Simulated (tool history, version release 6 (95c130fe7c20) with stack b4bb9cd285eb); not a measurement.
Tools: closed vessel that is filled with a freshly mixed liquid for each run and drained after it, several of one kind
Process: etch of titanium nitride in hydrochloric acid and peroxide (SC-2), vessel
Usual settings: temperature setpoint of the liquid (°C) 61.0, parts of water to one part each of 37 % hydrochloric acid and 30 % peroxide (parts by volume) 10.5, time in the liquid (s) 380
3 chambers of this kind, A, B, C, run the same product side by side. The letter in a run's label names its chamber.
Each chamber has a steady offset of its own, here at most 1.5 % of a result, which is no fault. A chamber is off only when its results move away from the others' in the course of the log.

run     day  temperature setpoint of the liquid (°C)  parts of water to one part each of 37 % hydrochloric acid and 30 % peroxide (parts by volume)  time in the liquid (s)  hours since the thermometer was replaced  hours since the chemicals flow meter was replaced  hours since the drum of peroxide was connected  read-back film thickness of the titanium nitride reference wafer, read on the same gauge (nm)  thickness taken off the titanium nitride on a monitor wafer (angstrom)
 1B   0.367                                     61.0                                                                                           10.5                     380                                     578.1                                              213.4                                           265.8                                                                                         39.996                                                                  301.13
 2A   0.754                                     61.0                                                                                           10.5                     380                                     108.6                                              195.4                                           913.3                                                                                         40.012                                                                  294.69
 3C   1.083                                     61.0                                                                                           10.5                     380                                    1441.1                                              700.6                                           438.2                                                                                         40.029                                                                  291.43
 4C   1.433                                     61.0                                                                                           10.5                     380                                    1449.5                                              709.0                                           446.6                                                                                         40.039                                                                  295.74
 5A   1.746                                     54.0                                                                                            7.0                     380                                     132.4                                              219.2                                           937.1                                                                                         39.967                                                                  264.58
 6B   1.954                                     54.0                                                                                            7.0                     380                                     616.2                                              251.5                                           303.9                                                                                         39.999                                                                  265.72
 7C   2.233                                     54.0                                                                                            7.0                     380                                    1468.7                                              728.2                                           465.8                                                                                         40.002                                                                  262.25
 8B   2.617                                     66.5                                                                                           10.5                     380                                     632.1                                              267.4                                           319.8                                                                                         39.962                                                                  418.27
 9A   2.792                                     66.5                                                                                           10.5                     380                                     157.5                                              244.3                                           962.2                                                                                         40.007                                                                  415.79
10B   3.033                                     66.5                                                                                           10.5                     380                                     642.1                                              277.4                                           329.8                                                                                         39.998                                                                  421.46
11A   3.221                                     61.0                                                                                           10.5                     380                                     167.8                                              254.6                                           972.5                                                                                         40.008                                                                  293.03
12C   3.392                                     61.0                                                                                           10.5                     380                                    1496.5                                              756.0                                           493.6                                                                                         39.999                                                                  292.06
13C   3.767                                     61.0                                                                                           10.5                     380                                    1505.5                                              765.0                                           502.6                                                                                         39.994                                                                  293.75
14A   4.117                                     61.0                                                                                           10.5                     380                                     189.3                                              276.1                                           994.0                                                                                         40.034                                                                  291.93
15B   4.367                                     61.0                                                                                           10.5                     380                                     674.1                                              309.4                                           361.8                                                                                         39.960                                                                  295.93
16A   4.642                                     55.0                                                                                           10.5                     380                                     201.9                                              288.7                                          1006.6                                                                                         40.008                                                                  203.26
17C   4.979                                     55.0                                                                                           10.5                     380                                    1534.6                                              794.1                                           531.7                                                                                         39.973                                                                  198.05
18B   5.171                                     55.0                                                                                           10.5                     380                                     693.4                                              328.7                                           381.1                                                                                         40.040                                                                  204.31
19A   5.512                                     61.0                                                                                           10.5                     380                                     222.8                                              309.6                                          1027.5                                                                                         40.018                                                                  296.86
20B   5.838                                     61.0                                                                                           10.5                     380                                     709.4                                              344.7                                           397.1                                                                                         40.070                                                                  293.96
21C   6.038                                     61.0                                                                                           10.5                     380                                    1560.0                                              819.5                                           557.1                                                                                         39.978                                                                  288.05
22B   6.354                                     61.0                                                                                           10.5                     380                                     721.8                                              357.1                                           409.5                                                                                         39.979                                                                  294.26
23C   6.633                                     61.0                                                                                           10.5                     380                                    1574.3                                              833.8                                           571.4                                                                                         39.983                                                                  288.29
24A   6.842                                     61.0                                                                                           10.5                     380                                     254.7                                              341.5                                          1059.4                                                                                         39.975                                                                  297.87
25A   7.062                                     61.0                                                                                           15.5                     460                                     260.0                                              346.8                                          1064.7                                                                                         39.975                                                                  256.87
26C   7.258                                     61.0                                                                                           15.5                     460                                    1589.3                                              848.8                                           586.4                                                                                         40.002                                                                  248.33
27B   7.642                                     61.0                                                                                           15.5                     460                                     752.7                                              388.0                                           440.4                                                                                         39.950                                                                  257.40
28B   8.033                                     61.0                                                                                           10.5                     380                                     762.1                                              397.4                                           449.8                                                                                         39.993                                                                  295.97
29C   8.254                                     67.5                                                                                           13.0                     380                                    1613.2                                              872.7                                           610.3                                                                                         40.008                                                                  347.35
      8.512  -- chamber B: new drum of peroxide connected
30A   8.579                                     67.5                                                                                           13.0                     380                                     296.4                                              383.2                                          1101.1                                                                                         39.994                                                                  362.49
31C   8.758                                     67.5                                                                                           13.0                     380                                    1625.3                                              884.8                                           622.4                                                                                         40.002                                                                  343.94
32A   8.942                                     61.0                                                                                           10.5                     380                                     305.1                                              391.9                                          1109.8                                                                                         39.984                                                                  295.02
33B   9.133                                     64.0                                                                                           10.5                     180                                     788.5                                              423.8                                            14.9                                                                                         40.026                                                                  166.35
34A   9.308                                     64.0                                                                                           10.5                     180                                     313.9                                              400.7                                          1118.6                                                                                         39.974                                                                  168.89
35C   9.500                                     64.0                                                                                           10.5                     180                                    1643.1                                              902.6                                           640.2                                                                                         39.987                                                                  158.69
36B   9.750                                     61.0                                                                                           10.5                     380                                     803.3                                              438.6                                            29.7                                                                                         39.979                                                                  298.98
37A  10.042                                     61.0                                                                                           10.5                     380                                     331.5                                              418.3                                          1136.2                                                                                         40.029                                                                  292.98
38B  10.283                                     61.0                                                                                           10.5                     380                                     816.1                                              451.4                                            42.5                                                                                         40.006                                                                  295.55
39C  10.471                                     61.0                                                                                           10.5                     380                                    1666.4                                              925.9                                           663.5                                                                                         39.975                                                                  274.71
40B  10.821                                     61.0                                                                                           10.5                     380                                     829.0                                              464.3                                            55.4                                                                                         39.986                                                                  296.43
41A  11.112                                     61.0                                                                                           10.5                     380                                     357.2                                              444.0                                          1161.9                                                                                         39.986                                                                  295.29
42C  11.388                                     61.0                                                                                           10.5                     380                                    1688.4                                              947.9                                           685.5                                                                                         39.981                                                                  275.24

All 3 chambers run these settings next. Forecast each chamber's results:
43A  11.675                                     61.0                                                                                           10.5                     380                                                                                                                                                                                                                                                                                                                   ?
43B  11.675                                     61.0                                                                                           10.5                     380                                                                                                                                                                                                                                                                                                                   ?
43C  11.675                                     61.0                                                                                           10.5                     380                                                                                                                                                                                                                                                                                                                   ?

run  thickness taken off the titanium nitride on a monitor wafer (angstrom)
43A                                                                  295.12
43B                                                                  297.79
43C                                                                  272.31
